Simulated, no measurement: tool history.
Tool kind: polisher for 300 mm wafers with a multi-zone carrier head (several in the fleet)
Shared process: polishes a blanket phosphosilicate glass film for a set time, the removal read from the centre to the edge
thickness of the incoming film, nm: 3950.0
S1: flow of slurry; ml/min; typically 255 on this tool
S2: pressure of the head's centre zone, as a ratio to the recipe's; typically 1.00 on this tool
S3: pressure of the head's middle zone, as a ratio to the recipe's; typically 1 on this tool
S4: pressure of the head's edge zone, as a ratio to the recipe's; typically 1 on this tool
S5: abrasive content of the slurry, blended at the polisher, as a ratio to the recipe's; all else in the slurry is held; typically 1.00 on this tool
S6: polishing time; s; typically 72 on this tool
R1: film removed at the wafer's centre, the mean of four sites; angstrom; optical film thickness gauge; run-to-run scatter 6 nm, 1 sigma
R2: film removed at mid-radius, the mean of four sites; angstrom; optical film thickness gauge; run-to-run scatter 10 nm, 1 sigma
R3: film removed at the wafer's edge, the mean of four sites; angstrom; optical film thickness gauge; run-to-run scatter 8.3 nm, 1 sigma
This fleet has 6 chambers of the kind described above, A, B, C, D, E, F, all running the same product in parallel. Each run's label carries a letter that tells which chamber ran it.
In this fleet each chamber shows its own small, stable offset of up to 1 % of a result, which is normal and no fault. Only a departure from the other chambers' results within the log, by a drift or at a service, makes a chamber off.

| run | day | S1 | S2 | S3 | S4 | S5 | S6 | R1 | R2 | R3 |
|---|---|---|---|---|---|---|---|---|---|---|
|  | 0.092 | chamber D: worn pad replaced by a new one |
| 1F | 0.196 | 255 | 1.00 | 1 | 1 | 1.00 | 72 | 8433.6 | 8654.2 | 8421.5 |
| 2A | 0.492 | 255 | 1.00 | 1 | 1 | 1.00 | 72 | 8522.5 | 8509.9 | 8543.0 |
| 3C | 0.725 | 255 | 1.00 | 1 | 1 | 1.00 | 72 | 8538.2 | 8352.1 | 8565.7 |
| 4B | 1.012 | 255 | 1.00 | 1 | 1 | 1.00 | 72 | 8563.8 | 8430.2 | 8608.6 |
|  | 1.262 | chamber C: centre zone pressure recalibrated |
| 5D | 1.433 | 255 | 1.00 | 1 | 1 | 1.00 | 72 | 8490.9 | 8578.7 | 8638.6 |
| 6E | 1.771 | 255 | 1.00 | 1 | 1 | 1.00 | 89 | 10637.0 | 10602.0 | 10473.0 |
| 7B | 2.004 | 255 | 1.00 | 1 | 1 | 1.00 | 89 | 10749.0 | 10493.0 | 10605.0 |
| 8D | 2.333 | 255 | 1.00 | 1 | 1 | 1.00 | 89 | 10725.0 | 10683.0 | 10631.0 |
| 9F | 2.629 | 255 | 1.00 | 1 | 1 | 1.00 | 89 | 10572.0 | 10530.0 | 10618.0 |
|  | 2.912 | chamber C: worn pad replaced by a new one |
|  | 2.921 | chamber B: edge zone pressure recalibrated |
| 10E | 2.975 | 255 | 1.00 | 1 | 1 | 1.00 | 89 | 10693.0 | 10671.0 | 10576.0 |
|  | 3.058 | chamber E: worn pad replaced by a new one |
|  | 3.100 | chamber E: edge zone pressure recalibrated |
| 11C | 3.208 | 255 | 1.00 | 1 | 1 | 1.00 | 89 | 10520.0 | 10388.0 | 10626.0 |
|  | 3.383 | chamber A: worn pad replaced by a new one |
| 12A | 3.617 | 255 | 1.00 | 1 | 1 | 1.00 | 72 | 8401.6 | 8680.9 | 8648.6 |
| 13D | 3.983 | 255 | 1.00 | 1 | 1 | 1.00 | 72 | 8575.3 | 8546.6 | 8607.9 |
| 14B | 4.271 | 255 | 1.00 | 1 | 1 | 1.00 | 72 | 8549.4 | 8347.0 | 8534.9 |
| 15C | 4.583 | 255 | 1.00 | 1 | 1 | 1.00 | 72 | 8523.4 | 8456.5 | 8584.6 |
| 16E | 5.000 | 255 | 1.00 | 1 | 1 | 1.00 | 72 | 8660.7 | 8594.7 | 8520.7 |
|  | 5.308 | chamber B: worn pad replaced by a new one |
| 17F | 5.354 | 255 | 1.00 | 1 | 1 | 1.00 | 72 | 8518.0 | 8473.9 | 8614.8 |
|  | 5.550 | chamber B: centre zone pressure recalibrated |
| 18A | 5.792 | 255 | 1.00 | 1 | 1 | 1.00 | 72 | 8482.9 | 8684.4 | 8553.0 |
|  | 5.838 | chamber D: worn pad replaced by a new one |
| 19A | 6.154 | 255 | 1.00 | 1 | 1 | 1.00 | 72 | 8440.3 | 8597.2 | 8594.4 |
| 20F | 6.571 | 255 | 1.00 | 1 | 1 | 1.00 | 72 | 8478.4 | 8543.2 | 8555.2 |
| 21C | 6.783 | 255 | 1.00 | 1 | 1 | 1.00 | 72 | 8512.3 | 8554.8 | 8603.3 |
|  | 6.883 | chamber F: worn pad replaced by a new one |
| 22E | 7.217 | 255 | 1.00 | 1 | 1 | 1.00 | 72 | 8548.1 | 8444.5 | 8655.0 |
|  | 7.458 | chamber E: worn pad replaced by a new one |
|  | 7.621 | chamber A: edge zone pressure recalibrated |
| 23D | 7.638 | 255 | 1.00 | 1 | 1 | 1.00 | 72 | 8614.2 | 8554.6 | 8664.7 |
| 24B | 7.904 | 255 | 1.00 | 1 | 1 | 1.25 | 83 | 10945.0 | 10919.0 | 10664.0 |
|  | 8.162 | chamber B: slurry nozzle cleaned |
|  | 8.267 | chamber A: worn pad replaced by a new one |
| 25D | 8.325 | 255 | 1.00 | 1 | 1 | 1.25 | 83 | 10837.0 | 10698.0 | 10895.0 |
| 26B | 8.592 | 255 | 1.00 | 1 | 1 | 1.25 | 83 | 10972.0 | 10739.0 | 10696.0 |
| 27F | 8.992 | 255 | 1.00 | 1 | 1 | 1.25 | 83 | 10837.0 | 10894.0 | 10812.0 |
| 28C | 9.429 | 255 | 1.00 | 1 | 1 | 1.25 | 83 | 10838.0 | 10944.0 | 10860.0 |
| 29A | 9.862 | 255 | 1.00 | 1 | 1 | 1.25 | 83 | 10823.0 | 11074.0 | 10826.0 |
| 30E | 10.167 | 255 | 1.00 | 1 | 1 | 1.00 | 72 | 8567.5 | 8720.4 | 8528.9 |
| 31C | 10.488 | 255 | 1.00 | 1 | 1 | 1.00 | 72 | 8489.3 | 8427.5 | 8611.0 |
| 32F | 10.854 | 255 | 1.00 | 1 | 1 | 1.00 | 72 | 8541.2 | 8821.6 | 8615.8 |
|  | 10.908 | chamber B: worn pad replaced by a new one |
| 33D | 11.058 | 255 | 1.00 | 1 | 1 | 1.00 | 72 | 8681.7 | 8445.8 | 8568.8 |
|  | 11.208 | chamber E: worn pad replaced by a new one |
| 34E | 11.325 | 255 | 1.00 | 1 | 1 | 1.00 | 72 | 8576.7 | 8480.7 | 8559.0 |
| 35A | 11.583 | 255 | 1.00 | 1 | 1 | 1.00 | 72 | 8430.1 | 8421.8 | 8642.3 |
|  | 11.629 | chamber D: worn pad replaced by a new one |
| 36B | 11.825 | 255 | 1.00 | 1 | 1 | 1.00 | 72 | 8509.9 | 8609.0 | 8443.3 |
| 37F | 12.054 | 255 | 0.96 | 1 | 1 | 1.00 | 50 | 5692.0 | 6033.3 | 5935.0 |
| 38D | 12.329 | 255 | 0.96 | 1 | 1 | 1.00 | 50 | 5697.4 | 6011.0 | 5987.9 |
| 39B | 12.562 | 255 | 0.96 | 1 | 1 | 1.00 | 50 | 5786.7 | 5945.9 | 5932.2 |

For the next run the whole fleet of 6 chambers uses the same settings. Give each chamber's results:
| 40A | 12.879 | 255 | 1.00 | 1 | 1 | 1.00 | 72 | ? | ? | ? |
| 40B | 12.879 | 255 | 1.00 | 1 | 1 | 1.00 | 72 | ? | ? | ? |
| 40C | 12.879 | 255 | 1.00 | 1 | 1 | 1.00 | 72 | ? | ? | ? |
| 40D | 12.879 | 255 | 1.00 | 1 | 1 | 1.00 | 72 | ? | ? | ? |
| 40E | 12.879 | 255 | 1.00 | 1 | 1 | 1.00 | 72 | ? | ? | ? |
| 40F | 12.879 | 255 | 1.00 | 1 | 1 | 1.00 | 72 | ? | ? | ? |

| run | R1 | R2 | R3 |
|---|---|---|---|
| 40A | 8502.4 | 8538.0 | 8605.6 |
| 40B | 8670.9 | 8530.0 | 8446.2 |
| 40C | 8441.1 | 8451.0 | 8682.1 |
| 40D | 8644.6 | 8657.6 | 8474.6 |
| 40E | 8554.6 | 8568.5 | 8518.7 |
| 40F | 8423.0 | 8610.1 | 8622.1 |
